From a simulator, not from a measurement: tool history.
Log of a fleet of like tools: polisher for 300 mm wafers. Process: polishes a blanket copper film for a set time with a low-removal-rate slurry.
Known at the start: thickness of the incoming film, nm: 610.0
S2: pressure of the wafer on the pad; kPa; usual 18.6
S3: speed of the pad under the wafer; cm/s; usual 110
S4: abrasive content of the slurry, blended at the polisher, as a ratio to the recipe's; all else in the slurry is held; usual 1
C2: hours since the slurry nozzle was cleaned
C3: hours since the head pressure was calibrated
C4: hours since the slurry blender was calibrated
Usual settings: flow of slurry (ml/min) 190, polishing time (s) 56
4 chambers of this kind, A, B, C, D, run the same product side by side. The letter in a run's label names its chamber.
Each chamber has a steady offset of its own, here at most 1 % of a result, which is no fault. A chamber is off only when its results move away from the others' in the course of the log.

Run 1A, day 0.233: usual settings; wafers polished on this pad 314; C2 271.5; C3 519.8; C4 276.0. Result: film removed (Å) 1926.4.
Run 2B, day 0.462: usual settings; wafers polished on this pad 583; C2 60.7; C3 674.7; C4 134.6. Result: film removed (Å) 1923.3.
Run 3C, day 0.692: usual settings; wafers polished on this pad 842; C2 372.3; C3 673.9; C4 64.0. Result: film removed (Å) 1922.2.
Run 4D, day 1.000: usual settings; wafers polished on this pad 968; C2 343.8; C3 207.3; C4 127.1. Result: film removed (Å) 1941.5.
At day 1.067: chamber B: worn pad replaced by a new one.
At day 1.183: chamber D: worn pad replaced by a new one.
Run 5C, day 1.404: usual settings; wafers polished on this pad 951; C2 389.4; C3 691.0; C4 81.1. Result: film removed (Å) 1960.7.
At day 1.412: chamber C: worn pad replaced by a new one.
At day 1.688: chamber D: slurry blender recalibrated.
Run 6B, day 1.788: usual settings; wafers polished on this pad 111; C2 92.5; C3 706.5; C4 166.4. Result: film removed (Å) 1939.6.
Run 7D, day 2.133: usual settings; wafers polished on this pad 145; C2 371.0; C3 234.5; C4 10.7. Result: film removed (Å) 1963.2.
Run 8A, day 2.517: usual settings but S2 13.8 kPa, S3 138 cm/s; wafers polished on this pad 664; C2 326.3; C3 574.6; C4 330.8. Result: film removed (Å) 1818.9.
At day 2.696: chamber B: slurry blender recalibrated.
At day 2.783: chamber A: slurry blender recalibrated.
Run 9B, day 2.804: usual settings but S2 13.8 kPa, S3 138 cm/s; wafers polished on this pad 266; C2 116.9; C3 730.9; C4 2.6. Result: film removed (Å) 1778.9.
Run 10A, day 3.133: usual settings but S2 13.8 kPa, S3 138 cm/s; wafers polished on this pad 759; C2 341.1; C3 589.4; C4 8.4. Result: film removed (Å) 1754.9.
Run 11C, day 3.504: usual settings but S2 13.8 kPa, S3 138 cm/s; wafers polished on this pad 321; C2 439.8; C3 741.4; C4 131.5. Result: film removed (Å) 1780.9.
Run 12D, day 3.888: usual settings; wafers polished on this pad 414; C2 413.1; C3 276.6; C4 52.8. Result: film removed (Å) 1960.1.
Run 13B, day 4.229: usual settings; wafers polished on this pad 485; C2 151.1; C3 765.1; C4 36.8. Result: film removed (Å) 1972.6.
Run 14D, day 4.633: usual settings; wafers polished on this pad 529; C2 431.0; C3 294.5; C4 70.7. Result: film removed (Å) 1906.5.
Run 15A, day 4.846: usual settings; wafers polished on this pad 1021; C2 382.2; C3 630.5; C4 49.5. Result: film removed (Å) 1870.7.
Run 16C, day 5.121: usual settings but flow of slurry (ml/min) 130, S3 126 cm/s; wafers polished on this pad 569; C2 478.6; C3 780.2; C4 170.3. Result: film removed (Å) 2106.9.
At day 5.388: chamber B: head pressure recalibrated.
Run 17D, day 5.396: usual settings but flow of slurry (ml/min) 130, S3 126 cm/s; wafers polished on this pad 646; C2 449.3; C3 312.8; C4 89.0. Result: film removed (Å) 2086.9.
At day 5.408: chamber B: worn pad replaced by a new one.
Run 18C, day 5.692: usual settings but flow of slurry (ml/min) 130, S3 126 cm/s; wafers polished on this pad 656; C2 492.3; C3 793.9; C4 184.0. Result: film removed (Å) 2040.0.
At day 5.833: chamber D: head pressure recalibrated.
At day 5.888: chamber D: slurry nozzle cleaned.
Run 19A, day 6.008: usual settings but flow of slurry (ml/min) 130, S3 126 cm/s; wafers polished on this pad 1200; C2 410.1; C3 658.4; C4 77.4. Result: film removed (Å) 2045.7.
Run 20B, day 6.238: usual settings; wafers polished on this pad 127; C2 199.3; C3 20.4; C4 85.0. Result: film removed (Å) 1935.3.
Run 21B, day 6.654: usual settings; wafers polished on this pad 191; C2 209.3; C3 30.4; C4 95.0. Result: film removed (Å) 1976.0.
At day 6.908: chamber D: worn pad replaced by a new one.
Run 22A, day 7.042: usual settings; wafers polished on this pad 1358; C2 434.9; C3 683.2; C4 102.2. Result: film removed (Å) 1817.2.
Run 23C, day 7.325: usual settings; wafers polished on this pad 907; C2 531.5; C3 833.1; C4 223.2. Result: film removed (Å) 1957.4.
Run 24D, day 7.550: usual settings; wafers polished on this pad 98; C2 39.9; C3 41.3; C4 140.7. Result: film removed (Å) 1991.2.
Run 25C, day 7.892: usual settings; wafers polished on this pad 994; C2 545.1; C3 846.7; C4 236.8. Result: film removed (Å) 1944.1.
At day 8.167: chamber D: slurry blender recalibrated.
Run 26D, day 8.267: usual settings; wafers polished on this pad 208; C2 57.1; C3 58.5; C4 2.4. Result: film removed (Å) 1976.9.
At day 8.412: chamber C: worn pad replaced by a new one.
Run 27A, day 8.542: usual settings; wafers polished on this pad 1588; C2 470.9; C3 719.2; C4 138.2. Result: film removed (Å) 1778.1.
Run 28B, day 8.788: usual settings; wafers polished on this pad 518; C2 260.5; C3 81.6; C4 146.2. Result: film removed (Å) 1935.5.
Run 29B, day 9.138: usual settings; wafers polished on this pad 571; C2 268.9; C3 90.0; C4 154.6. Result: film removed (Å) 1969.1.
Run 30D, day 9.500: usual settings; wafers polished on this pad 397; C2 86.7; C3 88.1; C4 32.0. Result: film removed (Å) 1933.2.
Run 31A, day 9.825: usual settings; wafers polished on this pad 1785; C2 501.7; C3 750.0; C4 169.0. Result: film removed (Å) 1752.3.
Run 32C, day 10.212: usual settings but flow of slurry (ml/min) 215; wafers polished on this pad 276; C2 600.8; C3 902.4; C4 292.5. Result: film removed (Å) 1954.9.
At day 10.342: chamber B: worn pad replaced by a new one.
Run 33B, day 10.442: usual settings but flow of slurry (ml/min) 215; wafers polished on this pad 15; C2 300.2; C3 121.3; C4 185.9. Result: film removed (Å) 1969.4.
At day 10.738: chamber C: slurry blender recalibrated.
Run 34C, day 10.779: usual settings but flow of slurry (ml/min) 215; wafers polished on this pad 363; C2 614.4; C3 916.0; C4 1.0. Result: film removed (Å) 1997.3.
Run 35D, day 11.158: usual settings but flow of slurry (ml/min) 215; wafers polished on this pad 651; C2 126.5; C3 127.9; C4 71.8. Result: film removed (Å) 1965.5.

What goes on in this fleet: one chamber off, a drifting gauge, or nothing beyond the chambers' own small offsets? Name the chamber and the cause, if any.

Chamber A drifts away from the others.
Cause: removal rate lost through wear of the pad, % = 12.1.
The log may not tell that from: head's pressure below its setpoint, %.

Here are 4 candidates for chamber A's next run, each the usual settings with a change, their results left as question marks. Which one brings its results back in line with what the others give on the usual settings?
In line means no further than this from the other chambers' mean on the usual settings: film removed (Å) 83.0
Run 36A-1, day 11.454: usual settings but S3 112 cm/s, polishing time (s) 57. Result: film removed (Å) ?.
Run 36A-2, day 11.454: usual settings but S2 16.5 kPa. Result: film removed (Å) ?.
Run 36A-3, day 11.454: usual settings but S2 17.9 kPa. Result: film removed (Å) ?.
Run 36A-4, day 11.454: usual settings but flow of slurry (ml/min) 195, polishing time (s) 63. Result: film removed (Å) ?.

The other chambers' mean on the usual settings: film removed (Å) 1947.3
  run  film removed (Å)
36A-1            1782.2
36A-2            1531.0
36A-3            1656.5
36A-4            1941.0
36A-4 brings the chamber back in line.

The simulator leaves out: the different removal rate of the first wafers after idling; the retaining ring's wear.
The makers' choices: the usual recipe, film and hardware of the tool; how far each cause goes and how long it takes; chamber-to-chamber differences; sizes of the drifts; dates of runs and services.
